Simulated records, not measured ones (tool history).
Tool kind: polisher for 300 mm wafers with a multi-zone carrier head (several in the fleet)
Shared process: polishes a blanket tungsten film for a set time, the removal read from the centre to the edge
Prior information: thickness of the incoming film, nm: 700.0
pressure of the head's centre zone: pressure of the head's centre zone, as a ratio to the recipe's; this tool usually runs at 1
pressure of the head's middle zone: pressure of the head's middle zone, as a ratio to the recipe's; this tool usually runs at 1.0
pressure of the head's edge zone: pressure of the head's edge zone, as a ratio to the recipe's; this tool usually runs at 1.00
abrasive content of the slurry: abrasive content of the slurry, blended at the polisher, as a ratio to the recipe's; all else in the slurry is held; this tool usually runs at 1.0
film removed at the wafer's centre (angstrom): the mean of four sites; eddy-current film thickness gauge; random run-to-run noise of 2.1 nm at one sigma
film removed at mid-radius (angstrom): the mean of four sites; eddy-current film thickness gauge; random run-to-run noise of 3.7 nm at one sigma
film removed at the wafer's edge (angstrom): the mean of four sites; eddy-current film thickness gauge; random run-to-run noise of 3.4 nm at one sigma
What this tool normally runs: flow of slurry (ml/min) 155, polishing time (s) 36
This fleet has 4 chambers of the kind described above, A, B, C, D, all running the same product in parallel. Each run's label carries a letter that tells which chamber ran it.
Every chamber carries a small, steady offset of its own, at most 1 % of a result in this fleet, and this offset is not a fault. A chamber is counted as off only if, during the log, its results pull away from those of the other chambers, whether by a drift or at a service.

| run | hour | flow of slurry (ml/min) | pressure of the head's centre zone | pressure of the head's middle zone | pressure of the head's edge zone | abrasive content of the slurry | polishing time (s) | film removed at the wafer's centre (angstrom) | film removed at mid-radius (angstrom) | film removed at the wafer's edge (angstrom) |
|---|---|---|---|---|---|---|---|---|---|---|
| 1B | 5.8 | 155 | 1 | 1.0 | 1.00 | 1.0 | 36 | 2593.2 | 2579.8 | 2554.5 |
| 2C | 12.6 | 155 | 1 | 1.0 | 1.00 | 1.0 | 36 | 2629.5 | 2569.8 | 2548.9 |
| 3D | 19.3 | 155 | 1 | 1.0 | 1.00 | 1.0 | 36 | 2559.4 | 2647.0 | 2588.3 |
| 4A | 24.3 | 155 | 1 | 1.0 | 1.00 | 1.0 | 36 | 2563.1 | 2531.7 | 2570.7 |
| 5A | 33.2 | 155 | 1 | 1.0 | 1.00 | 1.0 | 36 | 2577.4 | 2561.3 | 2594.1 |
| 6D | 39.2 | 155 | 1 | 1.0 | 0.91 | 1.0 | 36 | 2575.2 | 2565.1 | 2386.6 |
|  | 39.9 | chamber B: worn pad replaced by a new one |
| 7B | 47.1 | 155 | 1 | 1.0 | 0.91 | 1.0 | 36 | 2553.6 | 2590.6 | 2469.1 |
|  | 50.5 | chamber D: slurry nozzle cleaned |
| 8C | 55.1 | 155 | 1 | 1.0 | 0.91 | 1.0 | 36 | 2623.1 | 2597.0 | 2424.9 |
|  | 56.1 | chamber A: worn pad replaced by a new one |
|  | 59.0 | chamber C: worn pad replaced by a new one |
|  | 61.3 | chamber D: worn pad replaced by a new one |
| 9A | 64.5 | 155 | 1 | 1.0 | 0.91 | 1.0 | 36 | 2571.6 | 2608.3 | 2495.1 |
| 10D | 69.0 | 155 | 1 | 1.0 | 1.00 | 1.0 | 36 | 2589.6 | 2581.6 | 2576.3 |
| 11B | 75.5 | 155 | 1 | 1.0 | 1.00 | 1.0 | 36 | 2583.9 | 2655.3 | 2644.1 |
| 12C | 84.0 | 155 | 1 | 1.0 | 1.00 | 1.0 | 36 | 2623.0 | 2603.0 | 2576.4 |
| 13D | 91.2 | 155 | 1 | 1.0 | 1.00 | 1.0 | 36 | 2550.3 | 2645.6 | 2595.3 |
|  | 97.0 | chamber A: slurry nozzle cleaned |
| 14C | 97.8 | 155 | 1 | 1.0 | 1.00 | 1.0 | 36 | 2615.8 | 2614.3 | 2545.9 |
| 15B | 102.6 | 155 | 1 | 1.0 | 1.00 | 1.0 | 36 | 2578.0 | 2604.4 | 2585.3 |
| 16A | 112.1 | 155 | 1 | 1.0 | 1.00 | 1.0 | 36 | 2567.8 | 2549.2 | 2586.6 |
|  | 117.4 | chamber A: worn pad replaced by a new one |
| 17C | 117.7 | 135 | 1 | 1.0 | 1.06 | 1.0 | 36 | 2532.7 | 2564.8 | 2644.2 |
|  | 123.5 | chamber B: worn pad replaced by a new one |
|  | 123.8 | chamber C: worn pad replaced by a new one |
| 18D | 127.0 | 135 | 1 | 1.0 | 1.06 | 1.0 | 36 | 2491.1 | 2546.4 | 2609.4 |
| 19A | 133.1 | 135 | 1 | 1.0 | 1.06 | 1.0 | 36 | 2507.4 | 2523.6 | 2555.6 |
| 20B | 141.9 | 135 | 1 | 1.0 | 1.06 | 1.0 | 36 | 2551.2 | 2504.0 | 2558.5 |
| 21D | 150.2 | 155 | 1 | 1.0 | 1.00 | 1.0 | 36 | 2542.6 | 2565.3 | 2633.5 |
|  | 155.4 | chamber D: worn pad replaced by a new one |
| 22A | 160.0 | 155 | 1 | 0.9 | 1.00 | 1.0 | 36 | 2577.7 | 2370.0 | 2640.6 |
| 23C | 168.5 | 155 | 1 | 0.9 | 1.00 | 1.0 | 36 | 2601.7 | 2353.8 | 2539.9 |
|  | 176.5 | chamber A: worn pad replaced by a new one |
| 24B | 176.9 | 155 | 1 | 0.9 | 1.00 | 1.0 | 36 | 2561.4 | 2288.6 | 2621.1 |
| 25B | 184.1 | 155 | 1 | 0.9 | 1.00 | 1.0 | 36 | 2581.8 | 2347.7 | 2611.1 |
| 26A | 190.4 | 155 | 1 | 1.0 | 1.00 | 1.0 | 36 | 2616.3 | 2601.9 | 2555.6 |
| 27D | 196.5 | 155 | 1 | 1.0 | 1.00 | 1.0 | 36 | 2606.9 | 2634.0 | 2538.5 |
|  | 198.2 | chamber C: worn pad replaced by a new one |
| 28C | 204.1 | 155 | 1 | 1.0 | 1.00 | 1.3 | 36 | 2794.2 | 2731.0 | 2783.6 |
|  | 206.4 | chamber B: worn pad replaced by a new one |
| 29C | 212.4 | 155 | 1 | 1.0 | 1.00 | 1.3 | 36 | 2765.4 | 2758.7 | 2752.7 |
| 30B | 220.8 | 155 | 1 | 1.0 | 1.00 | 1.3 | 36 | 2772.2 | 2747.5 | 2755.7 |
| 31D | 226.5 | 155 | 1 | 1.0 | 1.00 | 1.3 | 36 | 2771.3 | 2740.5 | 2796.7 |
|  | 229.0 | chamber A: worn pad replaced by a new one |
| 32A | 233.5 | 155 | 1 | 1.0 | 1.00 | 1.0 | 36 | 2562.7 | 2581.4 | 2578.6 |
| 33A | 243.2 | 155 | 1 | 1.0 | 1.00 | 1.2 | 36 | 2676.5 | 2670.5 | 2714.5 |
|  | 248.3 | chamber D: worn pad replaced by a new one |
|  | 250.8 | chamber C: slurry nozzle cleaned |
| 34D | 252.4 | 155 | 1 | 1.0 | 1.00 | 1.2 | 36 | 2683.7 | 2738.1 | 2693.5 |
| 35C | 256.8 | 155 | 1 | 1.0 | 1.00 | 1.2 | 36 | 2653.6 | 2707.8 | 2715.6 |
|  | 265.7 | chamber C: worn pad replaced by a new one |
| 36B | 265.7 | 155 | 1 | 1.0 | 1.00 | 1.2 | 36 | 2689.9 | 2698.0 | 2679.1 |
|  | 267.5 | chamber C: centre zone pressure recalibrated |
| 37C | 275.4 | 155 | 1 | 1.0 | 1.00 | 1.0 | 36 | 2575.2 | 2592.3 | 2547.5 |

Is one chamber off against the others, does the gauge drift, or is nothing wrong? If a chamber is off, say which, and what the likeliest cause is.

No chamber stands off beyond its own small offset, and the gauge holds steady.
